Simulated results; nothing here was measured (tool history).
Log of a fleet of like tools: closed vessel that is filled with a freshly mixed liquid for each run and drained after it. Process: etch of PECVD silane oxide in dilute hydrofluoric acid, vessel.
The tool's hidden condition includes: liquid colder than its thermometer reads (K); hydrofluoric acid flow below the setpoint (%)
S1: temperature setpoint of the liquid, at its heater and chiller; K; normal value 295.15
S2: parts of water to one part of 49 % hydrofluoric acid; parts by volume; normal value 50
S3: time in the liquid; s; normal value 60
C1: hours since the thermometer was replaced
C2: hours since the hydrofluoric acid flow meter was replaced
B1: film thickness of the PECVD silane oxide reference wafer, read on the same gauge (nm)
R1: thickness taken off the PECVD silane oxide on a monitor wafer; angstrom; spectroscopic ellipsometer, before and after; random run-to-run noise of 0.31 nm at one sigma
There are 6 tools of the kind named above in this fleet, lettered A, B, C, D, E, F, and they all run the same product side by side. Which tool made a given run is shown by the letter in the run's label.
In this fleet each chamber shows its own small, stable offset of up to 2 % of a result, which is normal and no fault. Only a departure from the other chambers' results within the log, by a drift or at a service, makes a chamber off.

{"run": "1D", "day": 0.183, "S1": 295.15, "S2": 50, "S3": 60, "C1": 726.8, "C2": 294.7, "B1": 140.0, "R1": 409.53}
{"run": "2E", "day": 0.304, "S1": 295.15, "S2": 50, "S3": 60, "C1": 1874.7, "C2": 254.5, "B1": 139.99, "R1": 414.56}
{"run": "3A", "day": 0.488, "S1": 295.15, "S2": 50, "S3": 60, "C1": 958.5, "C2": 823.5, "B1": 140.0, "R1": 419.65}
{"run": "4F", "day": 0.683, "S1": 295.15, "S2": 50, "S3": 60, "C1": 602.0, "C2": 1577.3, "B1": 139.98, "R1": 413.81}
{"run": "5C", "day": 0.821, "S1": 295.15, "S2": 50, "S3": 60, "C1": 2432.3, "C2": 634.6, "B1": 140.01, "R1": 407.93}
{"run": "6B", "day": 0.958, "S1": 293.15, "S2": 50, "S3": 60, "C1": 965.8, "C2": 2655.5, "B1": 140.03, "R1": 380.03}
{"run": "7E", "day": 1.1, "S1": 293.15, "S2": 50, "S3": 60, "C1": 1893.8, "C2": 273.6, "B1": 140.05, "R1": 386.43}
{"run": "8D", "day": 1.292, "S1": 293.15, "S2": 50, "S3": 60, "C1": 753.4, "C2": 321.3, "B1": 139.98, "R1": 380.05}
{"run": "9B", "day": 1.462, "S1": 293.15, "S2": 50, "S3": 60, "C1": 977.9, "C2": 2667.6, "B1": 139.97, "R1": 382.71}
{"run": "10A", "day": 1.617, "S1": 293.15, "S2": 50, "S3": 60, "C1": 985.6, "C2": 850.6, "B1": 139.99, "R1": 385.2}
{"day": 1.792, "done": "chamber B: hydrofluoric acid flow meter replaced"}
{"run": "11C", "day": 1.854, "S1": 293.15, "S2": 50, "S3": 60, "C1": 2457.1, "C2": 659.4, "B1": 140.01, "R1": 379.38}
{"run": "12F", "day": 1.971, "S1": 295.15, "S2": 50, "S3": 60, "C1": 632.9, "C2": 1608.2, "B1": 139.99, "R1": 413.47}
{"run": "13A", "day": 2.104, "S1": 295.15, "S2": 35, "S3": 60, "C1": 997.3, "C2": 862.3, "B1": 140.01, "R1": 616.28}
{"run": "14E", "day": 2.25, "S1": 295.15, "S2": 35, "S3": 60, "C1": 1921.4, "C2": 301.2, "B1": 139.99, "R1": 603.76}
{"run": "15C", "day": 2.458, "S1": 295.15, "S2": 35, "S3": 60, "C1": 2471.6, "C2": 673.9, "B1": 139.97, "R1": 601.08}
{"run": "16B", "day": 2.688, "S1": 295.15, "S2": 35, "S3": 60, "C1": 1007.3, "C2": 21.5, "B1": 140.0, "R1": 604.69}
{"run": "17F", "day": 2.896, "S1": 295.15, "S2": 35, "S3": 60, "C1": 655.1, "C2": 1630.4, "B1": 139.99, "R1": 602.5}
{"run": "18D", "day": 3.05, "S1": 295.15, "S2": 35, "S3": 60, "C1": 795.6, "C2": 363.5, "B1": 139.99, "R1": 594.35}
{"run": "19B", "day": 3.288, "S1": 295.15, "S2": 50, "S3": 60, "C1": 1021.7, "C2": 35.9, "B1": 140.02, "R1": 410.4}
{"run": "20C", "day": 3.429, "S1": 295.15, "S2": 40, "S3": 75, "C1": 2494.9, "C2": 697.2, "B1": 139.98, "R1": 649.05}
{"run": "21A", "day": 3.662, "S1": 295.15, "S2": 40, "S3": 75, "C1": 1034.7, "C2": 899.7, "B1": 139.97, "R1": 669.65}
{"run": "22F", "day": 3.867, "S1": 295.15, "S2": 40, "S3": 75, "C1": 678.4, "C2": 1653.7, "B1": 140.04, "R1": 658.44}
{"run": "23E", "day": 3.975, "S1": 295.15, "S2": 40, "S3": 75, "C1": 1962.8, "C2": 342.6, "B1": 140.02, "R1": 638.45}
{"run": "24D", "day": 4.146, "S1": 295.15, "S2": 40, "S3": 75, "C1": 821.9, "C2": 389.8, "B1": 139.97, "R1": 647.42}
{"run": "25F", "day": 4.275, "S1": 295.15, "S2": 40, "S3": 75, "C1": 688.2, "C2": 1663.5, "B1": 139.98, "R1": 655.92}
{"run": "26B", "day": 4.488, "S1": 295.15, "S2": 50, "S3": 60, "C1": 1050.5, "C2": 64.7, "B1": 140.02, "R1": 410.85}
{"run": "27D", "day": 4.638, "S1": 295.15, "S2": 40, "S3": 75, "C1": 833.7, "C2": 401.6, "B1": 140.01, "R1": 652.26}
{"run": "28E", "day": 4.792, "S1": 295.15, "S2": 40, "S3": 75, "C1": 1982.4, "C2": 362.2, "B1": 140.0, "R1": 630.76}
{"run": "29C", "day": 4.892, "S1": 295.15, "S2": 40, "S3": 75, "C1": 2530.0, "C2": 732.3, "B1": 140.01, "R1": 651.73}
{"run": "30A", "day": 5.0, "S1": 295.15, "S2": 40, "S3": 75, "C1": 1066.8, "C2": 931.8, "B1": 140.01, "R1": 667.86}
{"run": "31E", "day": 5.162, "S1": 295.15, "S2": 40, "S3": 75, "C1": 1991.3, "C2": 371.1, "B1": 140.01, "R1": 626.72}
{"run": "32B", "day": 5.388, "S1": 295.15, "S2": 40, "S3": 75, "C1": 1072.1, "C2": 86.3, "B1": 140.02, "R1": 649.94}
{"run": "33C", "day": 5.608, "S1": 295.15, "S2": 50, "S3": 60, "C1": 2547.2, "C2": 749.5, "B1": 140.02, "R1": 414.5}
{"run": "34F", "day": 5.817, "S1": 295.15, "S2": 50, "S3": 60, "C1": 725.2, "C2": 1700.5, "B1": 140.03, "R1": 415.5}
{"run": "35A", "day": 6.021, "S1": 295.15, "S2": 50, "S3": 60, "C1": 1091.3, "C2": 956.3, "B1": 139.99, "R1": 417.91}
{"run": "36D", "day": 6.258, "S1": 295.15, "S2": 50, "S3": 60, "C1": 872.6, "C2": 440.5, "B1": 139.99, "R1": 405.6}
{"run": "37D", "day": 6.371, "S1": 295.15, "S2": 50, "S3": 60, "C1": 875.3, "C2": 443.2, "B1": 140.01, "R1": 410.34}
{"run": "38E", "day": 6.492, "S1": 295.15, "S2": 50, "S3": 60, "C1": 2023.2, "C2": 403.0, "B1": 140.0, "R1": 382.89}
{"run": "39A", "day": 6.692, "S1": 299.15, "S2": 50, "S3": 60, "C1": 1107.4, "C2": 972.4, "B1": 140.01, "R1": 494.57}
{"run": "40C", "day": 6.825, "S1": 299.15, "S2": 50, "S3": 60, "C1": 2576.4, "C2": 778.7, "B1": 139.99, "R1": 481.43}
{"run": "41B", "day": 6.962, "S1": 299.15, "S2": 50, "S3": 60, "C1": 1109.9, "C2": 124.1, "B1": 139.98, "R1": 487.24}

What goes on in this fleet: one chamber off, a drifting gauge, or nothing beyond the chambers' own small offsets? Name the chamber and the cause, if any.

Chamber E drifts away from the others.
Most likely cause: hydrofluoric acid flow below the setpoint (%) = 7.49.
The log might look much the same if the cause were instead: liquid colder than its thermometer reads (K).

Here are 4 candidates for chamber E's next run, each the usual settings with a change, their results left as question marks. Which one brings its results back in line with what the others give on the usual settings?
Maximum distance from the other chambers' mean on the usual settings for a result to count as in line: R1 11.00 angstrom
{"run": "42E-1", "day": 7.133, "S1": 294.65, "S2": 50, "S3": 60, "R1": "?"}
{"run": "42E-2", "day": 7.133, "S1": 295.15, "S2": 50, "S3": 55, "R1": "?"}
{"run": "42E-3", "day": 7.133, "S1": 295.15, "S2": 50, "S3": 65, "R1": "?"}
{"run": "42E-4", "day": 7.133, "S1": 295.65, "S2": 50, "S3": 60, "R1": "?"}

Average result of the remaining chambers running the usual settings: R1 414.21 angstrom
run=42E-1 R1=372.46
run=42E-2 R1=348.48
run=42E-3 R1=411.84
run=42E-4 R1=387.99
The right change is 42E-3: it brings the chamber back within the allowed miss of the others.
